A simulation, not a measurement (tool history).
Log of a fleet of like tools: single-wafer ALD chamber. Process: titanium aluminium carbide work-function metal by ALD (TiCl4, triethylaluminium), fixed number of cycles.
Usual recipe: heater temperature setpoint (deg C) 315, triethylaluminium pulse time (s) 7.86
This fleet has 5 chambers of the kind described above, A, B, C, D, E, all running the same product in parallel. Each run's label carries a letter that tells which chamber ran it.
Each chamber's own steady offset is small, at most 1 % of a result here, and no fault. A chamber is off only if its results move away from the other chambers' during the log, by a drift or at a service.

run	hour	heater temperature setpoint (deg C)	triethylaluminium pulse time (s)	read-back reference wafer on the same gauge, thickness_nm	mean film thickness on the monitor wafer (angstrom)
1B	3.6	315	7.86	2.44	20.409
2D	8.7	315	7.86	2.4423	20.596
3C	13.4	315	7.86	2.4406	20.432
4A	18.9	315	7.86	2.4419	20.523
5E	21.5	303	10.24	2.4395	20.354
6E	26.1	303	10.24	2.4436	20.633
7C	30.1	303	10.24	2.4409	20.419
8B	33.7	303	10.24	2.4406	19.976
9A	38.7	303	10.24	2.4396	20.497
10D	43.7	315	7.86	2.4406	20.476
11A	48.7	301	9.6	2.441	19.901
12B	53.5	301	9.6	2.4402	19.7
13C	59	301	9.6	2.4386	19.994
14E	61.7	301	9.6	2.4402	20.234
15D	64.7	301	9.6	2.4421	19.793
16B	70.2	315	7.86	2.4395	20.493
17C	73.7	315	7.86	2.4387	20.637
18D	76.7	315	7.86	2.4389	20.683
19E	81.1	315	7.86	2.4409	20.643
20A	86.5	315	7.86	2.4389	20.657
21B	91	315	7.86	2.4411	20.385
22D	95.6	315	7.86	2.4389	20.303
23C	99.1	315	7.86	2.4414	20.504
24E	104.7	315	4.95	2.4384	18.204
25A	109	315	4.95	2.4425	17.931
26B	112.3	315	4.95	2.4385	17.992
27E	117.4	315	4.95	2.4431	18.075
28C	120.2	315	4.95	2.4392	18.037
29D	125.6	315	7.86	2.4386	20.041
30A	129	315	7.86	2.4381	20.524
31C	133.6	310	10.16	2.4378	20.879
32E	137	310	10.16	2.438	20.925
33D	141.1	310	10.16	2.4423	20.523
34A	146.8	310	10.16	2.4397	20.967
35B	149.6	310	10.16	2.4385	20.721

Next, all 5 chambers run the settings below, one line each with question marks for the results. What does each chamber give?
36A	153.7	315	6.47		?
36B	153.7	315	6.47		?
36C	153.7	315	6.47		?
36D	153.7	315	6.47		?
36E	153.7	315	6.47		?

run	mean film thickness on the monitor wafer (angstrom)
36A	19.513
36B	19.761
36C	19.65
36D	18.716
36E	19.713
